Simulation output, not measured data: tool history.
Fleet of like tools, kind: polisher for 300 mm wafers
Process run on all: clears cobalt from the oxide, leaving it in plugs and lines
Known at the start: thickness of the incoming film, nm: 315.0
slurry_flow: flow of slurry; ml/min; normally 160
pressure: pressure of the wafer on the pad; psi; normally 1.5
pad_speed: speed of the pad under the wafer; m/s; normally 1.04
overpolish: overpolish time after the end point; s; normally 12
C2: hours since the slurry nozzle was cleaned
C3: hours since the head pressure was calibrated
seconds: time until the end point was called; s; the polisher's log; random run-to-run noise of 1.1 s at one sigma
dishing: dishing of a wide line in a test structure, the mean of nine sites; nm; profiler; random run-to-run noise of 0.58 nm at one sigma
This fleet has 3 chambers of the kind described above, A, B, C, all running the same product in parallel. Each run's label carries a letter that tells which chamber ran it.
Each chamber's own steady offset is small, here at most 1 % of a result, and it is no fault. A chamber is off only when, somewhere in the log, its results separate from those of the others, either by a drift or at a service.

{"run": "1B", "day": 0.262, "slurry_flow": 160, "pressure": 1.5, "pad_speed": 1.04, "overpolish": 12, "wafers polished on this pad": 622, "C2": 318.1, "C3": 464.5, "seconds": 74.663, "dishing": 25.22}
{"run": "2A", "day": 0.612, "slurry_flow": 160, "pressure": 1.5, "pad_speed": 1.04, "overpolish": 12, "wafers polished on this pad": 507, "C2": 290.8, "C3": 1062.1, "seconds": 74.477, "dishing": 24.189}
{"run": "3C", "day": 0.804, "slurry_flow": 160, "pressure": 1.5, "pad_speed": 1.04, "overpolish": 12, "wafers polished on this pad": 539, "C2": 411.5, "C3": 75.3, "seconds": 72.962, "dishing": 25.38}
{"run": "4B", "day": 1.012, "slurry_flow": 160, "pressure": 1.5, "pad_speed": 1.04, "overpolish": 12, "wafers polished on this pad": 829, "C2": 336.1, "C3": 482.5, "seconds": 77.29, "dishing": 25.43}
{"run": "5C", "day": 1.371, "slurry_flow": 180, "pressure": 1.3, "pad_speed": 1.04, "overpolish": 12, "wafers polished on this pad": 696, "C2": 425.1, "C3": 88.9, "seconds": 84.122, "dishing": 22.654}
{"run": "6A", "day": 1.588, "slurry_flow": 180, "pressure": 1.3, "pad_speed": 1.04, "overpolish": 12, "wafers polished on this pad": 776, "C2": 314.2, "C3": 1085.5, "seconds": 83.312, "dishing": 24.318}
{"run": "7A", "day": 1.962, "slurry_flow": 180, "pressure": 1.3, "pad_speed": 1.04, "overpolish": 12, "wafers polished on this pad": 880, "C2": 323.2, "C3": 1094.5, "seconds": 83.634, "dishing": 23.697}
{"day": 2.104, "done": "chamber C: worn pad replaced by a new one"}
{"run": "8B", "day": 2.304, "slurry_flow": 160, "pressure": 1.5, "pad_speed": 1.04, "overpolish": 15, "wafers polished on this pad": 1186, "C2": 367.1, "C3": 513.5, "seconds": 74.74, "dishing": 25.755}
{"run": "9C", "day": 2.488, "slurry_flow": 160, "pressure": 1.5, "pad_speed": 1.04, "overpolish": 15, "wafers polished on this pad": 107, "C2": 451.9, "C3": 115.7, "seconds": 75.503, "dishing": 25.869}
{"run": "10C", "day": 2.721, "slurry_flow": 160, "pressure": 1.5, "pad_speed": 1.04, "overpolish": 15, "wafers polished on this pad": 171, "C2": 457.5, "C3": 121.3, "seconds": 74.313, "dishing": 25.293}
{"run": "11B", "day": 2.983, "slurry_flow": 160, "pressure": 1.5, "pad_speed": 1.04, "overpolish": 12, "wafers polished on this pad": 1374, "C2": 383.4, "C3": 529.8, "seconds": 75.211, "dishing": 24.033}
{"run": "12A", "day": 3.35, "slurry_flow": 160, "pressure": 1.5, "pad_speed": 1.04, "overpolish": 12, "wafers polished on this pad": 1264, "C2": 356.5, "C3": 1127.8, "seconds": 71.705, "dishing": 24.76}
{"run": "13B", "day": 3.554, "slurry_flow": 160, "pressure": 1.5, "pad_speed": 1.04, "overpolish": 12, "wafers polished on this pad": 1532, "C2": 397.1, "C3": 543.5, "seconds": 75.298, "dishing": 24.233}
{"day": 3.558, "done": "chamber A: head pressure recalibrated"}
{"run": "14C", "day": 3.879, "slurry_flow": 160, "pressure": 1.5, "pad_speed": 1.04, "overpolish": 12, "wafers polished on this pad": 491, "C2": 485.3, "C3": 149.1, "seconds": 74.285, "dishing": 24.259}
{"run": "15A", "day": 4.088, "slurry_flow": 160, "pressure": 1.5, "pad_speed": 1.04, "overpolish": 12, "wafers polished on this pad": 1467, "C2": 374.2, "C3": 12.7, "seconds": 73.822, "dishing": 24.084}
{"day": 4.312, "done": "chamber A: worn pad replaced by a new one"}
{"run": "16A", "day": 4.342, "slurry_flow": 160, "pressure": 1.2, "pad_speed": 1.04, "overpolish": 9, "wafers polished on this pad": 8, "C2": 380.3, "C3": 18.8, "seconds": 94.486, "dishing": 19.181}
{"day": 4.4, "done": "chamber C: slurry nozzle cleaned"}
{"run": "17B", "day": 4.646, "slurry_flow": 160, "pressure": 1.2, "pad_speed": 1.04, "overpolish": 9, "wafers polished on this pad": 1834, "C2": 423.3, "C3": 569.7, "seconds": 94.292, "dishing": 19.014}
{"run": "18C", "day": 4.829, "slurry_flow": 160, "pressure": 1.2, "pad_speed": 1.04, "overpolish": 9, "wafers polished on this pad": 754, "C2": 10.4, "C3": 171.9, "seconds": 91.783, "dishing": 19.052}
{"day": 5.058, "done": "chamber C: worn pad replaced by a new one"}
{"run": "19C", "day": 5.1, "slurry_flow": 160, "pressure": 1.5, "pad_speed": 1.04, "overpolish": 18, "wafers polished on this pad": 11, "C2": 16.9, "C3": 178.4, "seconds": 74.146, "dishing": 27.211}
{"run": "20A", "day": 5.483, "slurry_flow": 160, "pressure": 1.5, "pad_speed": 1.04, "overpolish": 18, "wafers polished on this pad": 324, "C2": 407.7, "C3": 46.2, "seconds": 72.054, "dishing": 27.534}
{"run": "21B", "day": 5.717, "slurry_flow": 160, "pressure": 1.5, "pad_speed": 1.04, "overpolish": 18, "wafers polished on this pad": 2130, "C2": 449, "C3": 595.4, "seconds": 77.854, "dishing": 27.835}
{"run": "22B", "day": 5.933, "slurry_flow": 160, "pressure": 1.5, "pad_speed": 1.04, "overpolish": 12, "wafers polished on this pad": 2190, "C2": 454.2, "C3": 600.6, "seconds": 79.539, "dishing": 24.343}
{"run": "23A", "day": 6.1, "slurry_flow": 160, "pressure": 1.5, "pad_speed": 1.04, "overpolish": 12, "wafers polished on this pad": 494, "C2": 422.5, "C3": 61, "seconds": 74.017, "dishing": 24.432}
{"run": "24C", "day": 6.304, "slurry_flow": 160, "pressure": 1.5, "pad_speed": 1.04, "overpolish": 12, "wafers polished on this pad": 344, "C2": 45.8, "C3": 207.3, "seconds": 73.927, "dishing": 24.977}
{"run": "25B", "day": 6.538, "slurry_flow": 160, "pressure": 1.5, "pad_speed": 0.9, "overpolish": 12, "wafers polished on this pad": 2357, "C2": 468.7, "C3": 615.1, "seconds": 94.675, "dishing": 23.17}
{"run": "26C", "day": 6.829, "slurry_flow": 160, "pressure": 1.5, "pad_speed": 0.9, "overpolish": 12, "wafers polished on this pad": 489, "C2": 58.4, "C3": 219.9, "seconds": 87.892, "dishing": 23.175}
{"run": "27A", "day": 7.158, "slurry_flow": 160, "pressure": 1.5, "pad_speed": 0.9, "overpolish": 12, "wafers polished on this pad": 787, "C2": 447.9, "C3": 86.4, "seconds": 85.749, "dishing": 22.732}
{"run": "28A", "day": 7.329, "slurry_flow": 160, "pressure": 1.7, "pad_speed": 1.04, "overpolish": 7, "wafers polished on this pad": 834, "C2": 452, "C3": 90.5, "seconds": 67.113, "dishing": 20.924}
{"run": "29C", "day": 7.521, "slurry_flow": 160, "pressure": 1.7, "pad_speed": 1.04, "overpolish": 7, "wafers polished on this pad": 681, "C2": 75, "C3": 236.5, "seconds": 65.672, "dishing": 20.476}
{"run": "30B", "day": 7.733, "slurry_flow": 160, "pressure": 1.7, "pad_speed": 1.04, "overpolish": 7, "wafers polished on this pad": 2688, "C2": 497.4, "C3": 643.8, "seconds": 73.917, "dishing": 19.018}
{"run": "31B", "day": 8.067, "slurry_flow": 160, "pressure": 1.5, "pad_speed": 1.04, "overpolish": 12, "wafers polished on this pad": 2780, "C2": 505.4, "C3": 651.8, "seconds": 82.157, "dishing": 24.147}

Read the log: is a single chamber off, either drifting away or since a service, is the gauge that measures every chamber drifting, or is nothing wrong beyond small per-chamber offsets? Name any odd chamber and what most likely caused it.

It is chamber B that slowly wanders off from its peers.
What lies behind it: removal rate lost through wear of the pad, % = 10.8.
The log may not tell that from: slurry flow missing at the pad, %; head's pressure below its setpoint, %.

Chamber B could run next with any of the 4 candidate recipes listed below; each alters the usual settings, and their results appear as question marks. Which one brings its results back in line with what the other chambers deliver on the usual settings?
A result is in line if it is within this distance of the other chambers' mean on the usual settings: seconds 3.7 s; dishing 2 nm
{"run": "32B-1", "day": 8.342, "slurry_flow": 160, "pressure": 1.6, "pad_speed": 1.12, "overpolish": 12, "seconds": "?", "dishing": "?"}
{"run": "32B-2", "day": 8.342, "slurry_flow": 160, "pressure": 1.4, "pad_speed": 0.96, "overpolish": 12, "seconds": "?", "dishing": "?"}
{"run": "32B-3", "day": 8.342, "slurry_flow": 155, "pressure": 1.3, "pad_speed": 0.9, "overpolish": 13, "seconds": "?", "dishing": "?"}
{"run": "32B-4", "day": 8.342, "slurry_flow": 165, "pressure": 1.7, "pad_speed": 1.18, "overpolish": 12, "seconds": "?", "dishing": "?"}

The other chambers' mean on the usual settings: seconds 74.01 s; dishing 24.49 nm
run=32B-1 seconds=73.16 dishing=24.422
run=32B-2 seconds=97.577 dishing=21.614
run=32B-3 seconds=112.67 dishing=20.964
run=32B-4 seconds=65.036 dishing=25.424
Change 32B-1 lands the chamber within the allowed miss of the other chambers.
